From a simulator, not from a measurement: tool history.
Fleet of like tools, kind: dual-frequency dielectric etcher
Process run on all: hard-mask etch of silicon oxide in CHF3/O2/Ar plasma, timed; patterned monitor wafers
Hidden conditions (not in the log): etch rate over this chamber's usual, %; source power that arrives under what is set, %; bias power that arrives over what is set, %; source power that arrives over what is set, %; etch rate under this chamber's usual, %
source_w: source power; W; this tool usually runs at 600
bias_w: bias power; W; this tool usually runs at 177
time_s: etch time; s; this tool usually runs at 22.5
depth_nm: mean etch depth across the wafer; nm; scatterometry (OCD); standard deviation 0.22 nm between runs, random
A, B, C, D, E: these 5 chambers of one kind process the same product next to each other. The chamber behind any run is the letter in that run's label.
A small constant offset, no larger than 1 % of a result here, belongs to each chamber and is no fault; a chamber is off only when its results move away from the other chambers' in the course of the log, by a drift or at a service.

run,day,source_w,bias_w,time_s,hours since the last wet clean,hours since the last source power generator calibration,hours since the last bias power generator calibration,"read-back reference wafer on the same gauge, depth_nm",depth_nm
# day 0.012: chamber E: wet clean of the chamber
1C,0.329,600,177,22.5,96.6,1409.3,1515.9,51.075,43.722
2B,0.529,600,177,22.5,361.1,2429.9,1626.5,51.075,44.465
3E,0.733,600,177,22.5,17.3,912.3,1576.5,51.055,44.368
4D,1.033,600,177,22.5,402.9,1347.9,3259.3,51.102,44.397
5A,1.362,600,177,22.5,184.7,749.1,254.1,51.067,44.182
6A,1.617,600,177,22.5,190.8,755.2,260.2,51.102,44.595
7B,1.867,600,177,22.5,393.2,2462,1658.6,51.14,44.235
8C,2.062,600,177,22.5,138.2,1450.9,1557.5,51.078,43.903
9E,2.304,600,177,22.5,55,950,1614.2,51.108,44.182
10D,2.575,600,177,22.5,439.9,1384.9,3296.3,51.074,44.693
11D,2.729,600,177,22.5,443.6,1388.6,3300,51.114,44.139
12E,3.017,690,177,22.5,72.1,967.1,1631.3,51.09,46.419
13B,3.208,690,177,22.5,425.4,2494.2,1690.8,51.127,46.746
14C,3.458,690,177,22.5,171.7,1484.4,1591,51.164,45.941
15A,3.662,690,177,22.5,239.9,804.3,309.3,51.141,47.264
16B,3.875,690,177,22.5,441.4,2510.2,1706.8,51.108,46.375
17C,4.121,600,177,22.5,187.6,1500.3,1606.9,51.107,43.538
18E,4.379,600,177,22.5,104.8,999.8,1664,51.087,43.986
19A,4.533,600,177,22.5,260.8,825.2,330.2,51.137,45.29
20D,4.742,600,177,22.5,491.9,1436.9,3348.3,51.092,44.419
21B,4.954,600,177,22.5,467.3,2536.1,1732.7,51.127,44.043
22C,5.167,600,135,22.5,212.7,1525.4,1632,51.109,40.233
23D,5.438,600,135,22.5,508.6,1453.6,3365,51.105,40.636
24E,5.688,600,135,22.5,136.2,1031.2,1695.4,51.113,40.28
25A,5.846,600,135,22.5,292.3,856.7,361.7,51.105,41.291
26C,6.033,600,135,22.5,233.5,1546.2,1652.8,51.026,39.917
27B,6.275,600,177,22.5,499,2567.8,1764.4,51.089,44.258
28A,6.567,600,177,22.5,309.6,874,379,51.086,45.268
29E,6.788,600,177,22.5,162.6,1057.6,1721.8,51.15,44.099
30D,7.033,600,177,22.5,546.9,1491.9,3403.3,51.097,44.822
# day 7.096: chamber D: wet clean of the chamber
31D,7.317,600,177,22.5,5.4,1498.7,3410.1,51.12,44.14
32C,7.492,600,177,22.5,268.5,1581.2,1687.8,51.09,43.617
# day 7.575: chamber B: source power generator calibrated
33E,7.762,600,177,22.5,186,1081,1745.2,51.119,44.252
34A,8.067,600,177,22.5,345.6,910,415,51.043,45.71
35B,8.288,660,177,28.5,547.3,17.2,1812.7,51.184,58.195

Next, every chamber runs the same settings. What will each give?
36A,8.533,600,177,22.5,,,,,?
36B,8.533,600,177,22.5,,,,,?
36C,8.533,600,177,22.5,,,,,?
36D,8.533,600,177,22.5,,,,,?
36E,8.533,600,177,22.5,,,,,?

run,depth_nm
36A,46.009
36B,44
36C,43.705
36D,44.803
36E,44.312
